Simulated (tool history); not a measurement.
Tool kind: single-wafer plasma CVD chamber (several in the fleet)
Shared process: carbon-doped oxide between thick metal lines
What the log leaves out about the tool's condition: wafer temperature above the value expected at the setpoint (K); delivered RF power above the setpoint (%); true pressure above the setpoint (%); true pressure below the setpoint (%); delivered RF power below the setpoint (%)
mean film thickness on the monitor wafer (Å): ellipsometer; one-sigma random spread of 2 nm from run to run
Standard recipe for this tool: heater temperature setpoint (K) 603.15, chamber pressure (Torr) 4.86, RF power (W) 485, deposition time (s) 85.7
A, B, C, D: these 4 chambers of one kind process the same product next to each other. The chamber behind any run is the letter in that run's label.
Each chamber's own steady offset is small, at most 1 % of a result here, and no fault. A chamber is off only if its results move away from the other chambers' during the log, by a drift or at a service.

| run | hour | heater temperature setpoint (K) | chamber pressure (Torr) | RF power (W) | deposition time (s) | hours since the last thermocouple change | hours since the last RF generator calibration | hours since the last manometer calibration | read-back reference wafer on the same gauge, thickness_nm | mean film thickness on the monitor wafer (Å) |
|---|---|---|---|---|---|---|---|---|---|---|
| 1A | 4.1 | 603.15 | 4.86 | 485 | 85.7 | 2902.2 | 1154.8 | 1964.0 | 448.62 | 4451.2 |
| 2B | 8.0 | 603.15 | 4.86 | 485 | 85.7 | 1857.2 | 888.5 | 608.4 | 449.27 | 4479.6 |
| 3C | 11.2 | 603.15 | 4.86 | 485 | 85.7 | 1143.9 | 2102.1 | 1955.4 | 449.00 | 4514.3 |
| 4D | 16.0 | 603.15 | 4.86 | 485 | 85.7 | 781.4 | 1208.5 | 1239.2 | 449.11 | 4476.3 |
| 5A | 21.5 | 603.15 | 4.86 | 485 | 85.7 | 2919.6 | 1172.2 | 1981.4 | 449.33 | 4477.4 |
| 6D | 26.4 | 603.15 | 4.86 | 445 | 85.7 | 791.8 | 1218.9 | 1249.6 | 448.96 | 4127.6 |
| 7B | 28.8 | 603.15 | 4.86 | 445 | 85.7 | 1878.0 | 909.3 | 629.2 | 448.93 | 4202.4 |
| 8C | 31.3 | 603.15 | 4.86 | 445 | 85.7 | 1164.0 | 2122.2 | 1975.5 | 448.84 | 4288.0 |
| 9B | 34.2 | 603.15 | 4.86 | 445 | 85.7 | 1883.4 | 914.7 | 634.6 | 448.93 | 4216.1 |
| 10A | 38.5 | 603.15 | 4.86 | 485 | 85.7 | 2936.6 | 1189.2 | 1998.4 | 448.93 | 4471.5 |
| 11C | 43.6 | 603.15 | 4.86 | 485 | 85.7 | 1176.3 | 2134.5 | 1987.8 | 449.07 | 4485.3 |
| 12D | 48.4 | 603.15 | 4.86 | 485 | 85.7 | 813.8 | 1240.9 | 1271.6 | 449.39 | 4377.4 |
| 13A | 53.5 | 603.15 | 4.86 | 485 | 85.7 | 2951.6 | 1204.2 | 2013.4 | 449.22 | 4499.0 |
| 14D | 56.7 | 603.15 | 4.86 | 485 | 85.7 | 822.1 | 1249.2 | 1279.9 | 448.80 | 4353.2 |
| 15B | 60.0 | 603.15 | 4.86 | 485 | 85.7 | 1909.2 | 940.5 | 660.4 | 449.06 | 4449.3 |
| 16C | 64.3 | 603.15 | 4.86 | 485 | 85.7 | 1197.0 | 2155.2 | 2008.5 | 448.77 | 4497.1 |
| 17A | 69.5 | 603.15 | 4.86 | 485 | 85.7 | 2967.6 | 1220.2 | 2029.4 | 449.05 | 4475.8 |
| 18D | 73.5 | 603.15 | 4.86 | 485 | 85.7 | 838.9 | 1266.0 | 1296.7 | 449.18 | 4312.8 |
| 19C | 77.0 | 603.15 | 4.86 | 485 | 85.7 | 1209.7 | 2167.9 | 2021.2 | 448.76 | 4514.2 |
| 20B | 79.7 | 603.15 | 4.86 | 485 | 85.7 | 1928.9 | 960.2 | 680.1 | 448.45 | 4424.2 |
| 21D | 82.8 | 603.15 | 4.86 | 485 | 85.7 | 848.2 | 1275.3 | 1306.0 | 448.75 | 4264.4 |
| 22C | 87.0 | 603.15 | 4.86 | 485 | 85.7 | 1219.7 | 2177.9 | 2031.2 | 449.48 | 4474.7 |
| 23B | 89.5 | 603.15 | 4.86 | 485 | 85.7 | 1938.7 | 970.0 | 689.9 | 448.63 | 4473.6 |
| 24A | 93.3 | 603.15 | 4.86 | 485 | 85.7 | 2991.4 | 1244.0 | 2053.2 | 449.72 | 4488.1 |
| 25B | 97.7 | 603.15 | 4.86 | 485 | 85.7 | 1946.9 | 978.2 | 698.1 | 449.62 | 4482.7 |
| 26D | 100.2 | 603.15 | 4.86 | 485 | 85.7 | 865.6 | 1292.7 | 1323.4 | 448.50 | 4252.6 |
| 27C | 105.6 | 603.15 | 4.86 | 485 | 85.7 | 1238.3 | 2196.5 | 2049.8 | 448.35 | 4484.0 |
| 28A | 108.3 | 603.15 | 4.86 | 485 | 85.7 | 3006.4 | 1259.0 | 2068.2 | 449.05 | 4516.8 |
| 29B | 111.0 | 603.15 | 4.86 | 485 | 85.7 | 1960.2 | 991.5 | 711.4 | 449.09 | 4464.7 |

Is one chamber off against the others, does the gauge drift, or is nothing wrong? If a chamber is off, say which, and what the likeliest cause is.

It is chamber D that slowly wanders off from its peers.
Cause: delivered RF power below the setpoint (%) = 7.48.

Below are 4 candidate recipes for chamber D's next run, each the usual settings with a change, their results shown as question marks. Which of them brings D's results back in line with what the other chambers give on the usual settings?
A result is in line if it is within this distance of the other chambers' mean on the usual settings: mean film thickness on the monitor wafer (Å) 71.0
| 30D-1 | 115.0 | 603.15 | 4.79 | 485 | 80.7 |  |  |  |  | ? |
| 30D-2 | 115.0 | 603.15 | 4.87 | 490 | 86.7 |  |  |  |  | ? |
| 30D-3 | 115.0 | 603.15 | 4.85 | 480 | 84.6 |  |  |  |  | ? |
| 30D-4 | 115.0 | 603.15 | 4.91 | 500 | 89.1 |  |  |  |  | ? |

On the usual settings, the other chambers give on average: mean film thickness on the monitor wafer (Å) 4485.5
| run | mean film thickness on the monitor wafer (Å) |
|---|---|
| 30D-1 | 3961.9 |
| 30D-2 | 4297.7 |
| 30D-3 | 4128.6 |
| 30D-4 | 4479.8 |
30D-4 puts the chamber back in line with the other chambers.
